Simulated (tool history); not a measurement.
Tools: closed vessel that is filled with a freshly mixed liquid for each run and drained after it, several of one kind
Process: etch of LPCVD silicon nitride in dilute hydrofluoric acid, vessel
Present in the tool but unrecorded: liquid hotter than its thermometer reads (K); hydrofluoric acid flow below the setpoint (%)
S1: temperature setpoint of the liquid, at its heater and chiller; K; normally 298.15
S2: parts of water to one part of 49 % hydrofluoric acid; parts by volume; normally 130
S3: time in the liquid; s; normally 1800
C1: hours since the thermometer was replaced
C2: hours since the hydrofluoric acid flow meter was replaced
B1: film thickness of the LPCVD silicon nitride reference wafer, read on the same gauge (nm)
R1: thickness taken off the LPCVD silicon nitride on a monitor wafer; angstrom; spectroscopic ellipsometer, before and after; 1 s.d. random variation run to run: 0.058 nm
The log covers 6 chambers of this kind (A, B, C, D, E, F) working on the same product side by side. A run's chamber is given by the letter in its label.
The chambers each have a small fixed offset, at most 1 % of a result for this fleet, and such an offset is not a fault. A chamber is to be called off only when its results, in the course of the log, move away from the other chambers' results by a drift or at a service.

Run 1E, hour 4.6: usual settings; C1 567.2; C2 1749.0; B1 49.992. Result: R1 76.693 angstrom.
Run 2A, hour 8.8: usual settings; C1 1363.4; C2 1822.7; B1 49.995. Result: R1 76.359 angstrom.
Run 3D, hour 13.0: usual settings; C1 188.4; C2 1896.1; B1 50.031. Result: R1 75.965 angstrom.
Run 4C, hour 21.1: usual settings; C1 403.5; C2 150.8; B1 50.025. Result: R1 74.479 angstrom.
Run 5F, hour 25.3: usual settings but S3 1265 s; C1 1656.5; C2 1853.3; B1 50.006. Result: R1 54.016 angstrom.
Run 6B, hour 34.4: usual settings but S3 1265 s; C1 637.0; C2 626.7; B1 50.013. Result: R1 52.494 angstrom.
Run 7B, hour 42.4: usual settings but S3 1265 s; C1 645.0; C2 634.7; B1 50.017. Result: R1 52.183 angstrom.
Run 8A, hour 49.4: usual settings but S3 1265 s; C1 1404.0; C2 1863.3; B1 49.968. Result: R1 53.787 angstrom.
Run 9F, hour 57.0: usual settings but S3 1265 s; C1 1688.2; C2 1885.0; B1 49.984. Result: R1 54.325 angstrom.
Run 10C, hour 62.3: usual settings but S3 1265 s; C1 444.7; C2 192.0; B1 50.024. Result: R1 52.962 angstrom.
At hour 68.7: chamber F: hydrofluoric acid flow meter replaced.
Run 11E, hour 70.4: usual settings; C1 633.0; C2 1814.8; B1 50.045. Result: R1 75.626 angstrom.
Run 12D, hour 76.2: usual settings; C1 251.6; C2 1959.3; B1 49.987. Result: R1 74.763 angstrom.
Run 13A, hour 84.0: usual settings; C1 1438.6; C2 1897.9; B1 50.032. Result: R1 75.988 angstrom.
Run 14C, hour 88.2: usual settings; C1 470.6; C2 217.9; B1 49.994. Result: R1 74.829 angstrom.
Run 15D, hour 96.7: usual settings; C1 272.1; C2 1979.8; B1 50.041. Result: R1 74.886 angstrom.
Run 16B, hour 101.6: usual settings; C1 704.2; C2 693.9; B1 49.967. Result: R1 74.084 angstrom.
Run 17F, hour 106.7: usual settings; C1 1737.9; C2 38.1; B1 49.979. Result: R1 75.278 angstrom.
Run 18E, hour 115.8: usual settings; C1 678.4; C2 1860.2; B1 50.036. Result: R1 76.168 angstrom.
Run 19B, hour 124.1: usual settings but S2 180 parts by volume; C1 726.7; C2 716.4; B1 49.984. Result: R1 54.249 angstrom.
Run 20C, hour 131.7: usual settings but S2 180 parts by volume; C1 514.1; C2 261.4; B1 49.989. Result: R1 54.493 angstrom.
Run 21E, hour 139.7: usual settings but S2 180 parts by volume; C1 702.3; C2 1884.1; B1 49.990. Result: R1 55.335 angstrom.
Run 22F, hour 147.3: usual settings but S2 180 parts by volume; C1 1778.5; C2 78.7; B1 49.966. Result: R1 55.562 angstrom.
Run 23A, hour 153.4: usual settings but S2 180 parts by volume; C1 1508.0; C2 1967.3; B1 49.946. Result: R1 55.337 angstrom.
Run 24D, hour 162.4: usual settings but S2 180 parts by volume; C1 337.8; C2 2045.5; B1 49.962. Result: R1 54.121 angstrom.
Run 25B, hour 169.6: usual settings; C1 772.2; C2 761.9; B1 50.004. Result: R1 74.268 angstrom.
Run 26E, hour 178.7: usual settings; C1 741.3; C2 1923.1; B1 49.976. Result: R1 75.330 angstrom.
Run 27F, hour 184.7: usual settings; C1 1815.9; C2 116.1; B1 49.986. Result: R1 76.299 angstrom.
Run 28D, hour 192.5: usual settings; C1 367.9; C2 2075.6; B1 50.011. Result: R1 74.653 angstrom.
Run 29A, hour 196.4: usual settings; C1 1551.0; C2 2010.3; B1 50.006. Result: R1 75.718 angstrom.
Run 30C, hour 200.9: usual settings; C1 583.3; C2 330.6; B1 49.999. Result: R1 78.089 angstrom.
Run 31B, hour 209.0: usual settings; C1 811.6; C2 801.3; B1 49.992. Result: R1 75.193 angstrom.
Run 32F, hour 214.3: usual settings but S3 2325 s; C1 1845.5; C2 145.7; B1 49.961. Result: R1 99.284 angstrom.
Run 33E, hour 222.1: usual settings but S3 2325 s; C1 784.7; C2 1966.5; B1 49.966. Result: R1 98.836 angstrom.
Run 34C, hour 227.4: usual settings but S3 2325 s; C1 609.8; C2 357.1; B1 50.006. Result: R1 101.270 angstrom.
Run 35D, hour 236.5: usual settings but S3 2325 s; C1 411.9; C2 2119.6; B1 50.016. Result: R1 96.925 angstrom.
Run 36A, hour 245.2: usual settings but S3 2325 s; C1 1599.8; C2 2059.1; B1 49.986. Result: R1 98.051 angstrom.
Run 37A, hour 252.7: usual settings but S3 2325 s; C1 1607.3; C2 2066.6; B1 50.041. Result: R1 97.354 angstrom.
Run 38F, hour 259.2: usual settings; C1 1890.4; C2 190.6; B1 50.003. Result: R1 76.566 angstrom.
Run 39B, hour 266.2: usual settings; C1 868.8; C2 858.5; B1 49.997. Result: R1 74.990 angstrom.
Run 40E, hour 274.8: usual settings but S1 302.15 K, S2 150 parts by volume; C1 837.4; C2 2019.2; B1 49.993. Result: R1 85.007 angstrom.
Run 41C, hour 282.1: usual settings but S1 302.15 K, S2 150 parts by volume; C1 664.5; C2 411.8; B1 49.983. Result: R1 87.456 angstrom.
Run 42D, hour 286.5: usual settings but S1 302.15 K, S2 150 parts by volume; C1 461.9; C2 2169.6; B1 50.002. Result: R1 83.545 angstrom.
Run 43C, hour 294.9: usual settings but S1 302.15 K, S2 150 parts by volume; C1 677.3; C2 424.6; B1 50.016. Result: R1 89.624 angstrom.
Run 44E, hour 302.0: usual settings but S1 302.15 K, S2 150 parts by volume; C1 864.6; C2 2046.4; B1 50.035. Result: R1 86.471 angstrom.

Predict what each chamber gives when all 6 of them run the settings below next.
Run 45A, hour 308.5: usual settings but S2 100 parts by volume. Result: R1 ?.
Run 45B, hour 308.5: usual settings but S2 100 parts by volume. Result: R1 ?.
Run 45C, hour 308.5: usual settings but S2 100 parts by volume. Result: R1 ?.
Run 45D, hour 308.5: usual settings but S2 100 parts by volume. Result: R1 ?.
Run 45E, hour 308.5: usual settings but S2 100 parts by volume. Result: R1 ?.
Run 45F, hour 308.5: usual settings but S2 100 parts by volume. Result: R1 ?.

run       R1
45A   99.637
45B   96.093
45C  105.840
45D   97.564
45E   96.847
45F   99.349
